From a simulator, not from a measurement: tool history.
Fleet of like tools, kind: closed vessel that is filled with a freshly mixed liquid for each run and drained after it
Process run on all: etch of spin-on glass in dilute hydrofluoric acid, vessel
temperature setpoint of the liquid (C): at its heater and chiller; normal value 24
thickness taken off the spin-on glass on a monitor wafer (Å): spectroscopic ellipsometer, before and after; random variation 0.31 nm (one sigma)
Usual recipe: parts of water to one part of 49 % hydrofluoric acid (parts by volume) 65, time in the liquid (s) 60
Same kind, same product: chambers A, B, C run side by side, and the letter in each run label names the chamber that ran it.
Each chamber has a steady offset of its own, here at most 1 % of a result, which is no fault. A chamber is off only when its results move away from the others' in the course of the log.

run	hour	temperature setpoint of the liquid (C)	parts of water to one part of 49 % hydrofluoric acid (parts by volume)	time in the liquid (s)	hours since the thermometer was replaced	hours since the hydrofluoric acid flow meter was replaced	read-back film thickness of the spin-on glass reference wafer, read on the same gauge (nm)	thickness taken off the spin-on glass on a monitor wafer (Å)
1C	9.2	24	65	60	1191.3	287.4	150.05	344.39
2A	18.7	24	65	60	474.9	916.1	149.95	330.8
3B	30.6	24	65	60	2136.2	1258.8	150	335.93
4C	41.6	24	65	60	1223.7	319.8	150.02	345.41
# hour 53.1: chamber B: thermometer replaced
5A	53.7	24	65	60	509.9	951.1	149.99	338.73
6B	63.1	27.5	80	60	10.1	1291.3	149.99	304.56
7C	74.3	27.5	80	60	1256.4	352.5	149.97	314.42
8A	83.2	27.5	80	60	539.4	980.6	149.98	306.03
9B	89.6	24	65	60	36.6	1317.8	149.99	333.94
10B	100.1	24	65	60	47.1	1328.3	149.98	339.02
11C	107.2	24	65	60	1289.3	385.4	150.04	339.38
12A	117	24	65	60	573.2	1014.4	150	333.7
13A	123.1	24	65	60	579.3	1020.5	149.97	337.11
14C	136	24	65	60	1318.1	414.2	150.03	344.66
15B	147.2	24	65	60	94.2	1375.4	150	334.18
16B	158.1	28.5	65	60	105.1	1386.3	149.99	392.95
17A	166.5	28.5	65	60	622.7	1063.9	150.01	406.3
18C	175.6	28.5	65	60	1357.7	453.8	149.99	414.69
19C	189.3	24	65	60	1371.4	467.5	150.05	335.78
20A	201.1	24	65	60	657.3	1098.5	149.97	334.41
21B	214.1	24	65	60	161.1	1442.3	150.01	322.12
22A	225.3	24	65	60	681.5	1122.7	150.01	336.04
23C	235.2	24	65	60	1417.3	513.4	150.03	342.56
24B	242.3	24	65	60	189.3	1470.5	150.05	315.76
25C	253.9	24	90	60	1436	532.1	149.99	234.85
26B	260.8	24	90	60	207.8	1489	149.98	222.31
# hour 262.9: chamber C: thermometer replaced
27A	267.2	24	90	60	723.4	1164.6	149.96	235.33
28A	277.9	24	65	60	734.1	1175.3	150	332.4
29C	285.5	24	65	60	22.7	563.7	150.01	339
30B	296	24	65	60	243	1524.2	150.01	309.17
31A	304.4	24	65	60	760.6	1201.8	149.98	331.33
32B	316.9	24	65	60	263.9	1545.1	150.05	311.37
33C	328.1	24	65	60	65.3	606.3	149.98	336.27
34B	338.8	24	65	30	285.8	1567	149.98	153.95
35A	348.2	24	65	30	804.4	1245.6	149.97	167.55
36C	361.2	24	65	30	98.4	639.4	150	167.6

Which is it: a chamber that has drifted or been left off by a service, a gauge drift common to all chambers, or only each chamber's usual small offset? If a chamber is off, name it and its likeliest cause.

Little by little, chamber B moves away from the other chambers.
Likeliest cause: hydrofluoric acid flow below the setpoint (%) = 10.3.
Not necessarily distinguishable in this log from: liquid colder than its thermometer reads (K).

Which of the 4 candidates below, each the usual settings with something changed and its results left as question marks, puts chamber B back in line with what the other chambers give on the usual settings?
In line means no further than this from the other chambers' mean on the usual settings: thickness taken off the spin-on glass on a monitor wafer (Å) 11
37B-1	371.1	27	65	60				?
37B-2	371.1	23	65	60				?
37B-3	371.1	25	65	60				?
37B-4	371.1	23.5	65	55				?

Mean of the other chambers on the usual settings: thickness taken off the spin-on glass on a monitor wafer (Å) 336.16
run	thickness taken off the spin-on glass on a monitor wafer (Å)
37B-1	335.56
37B-2	285.83
37B-3	309.91
37B-4	267.39
37B-1 puts the chamber back in line with the other chambers.

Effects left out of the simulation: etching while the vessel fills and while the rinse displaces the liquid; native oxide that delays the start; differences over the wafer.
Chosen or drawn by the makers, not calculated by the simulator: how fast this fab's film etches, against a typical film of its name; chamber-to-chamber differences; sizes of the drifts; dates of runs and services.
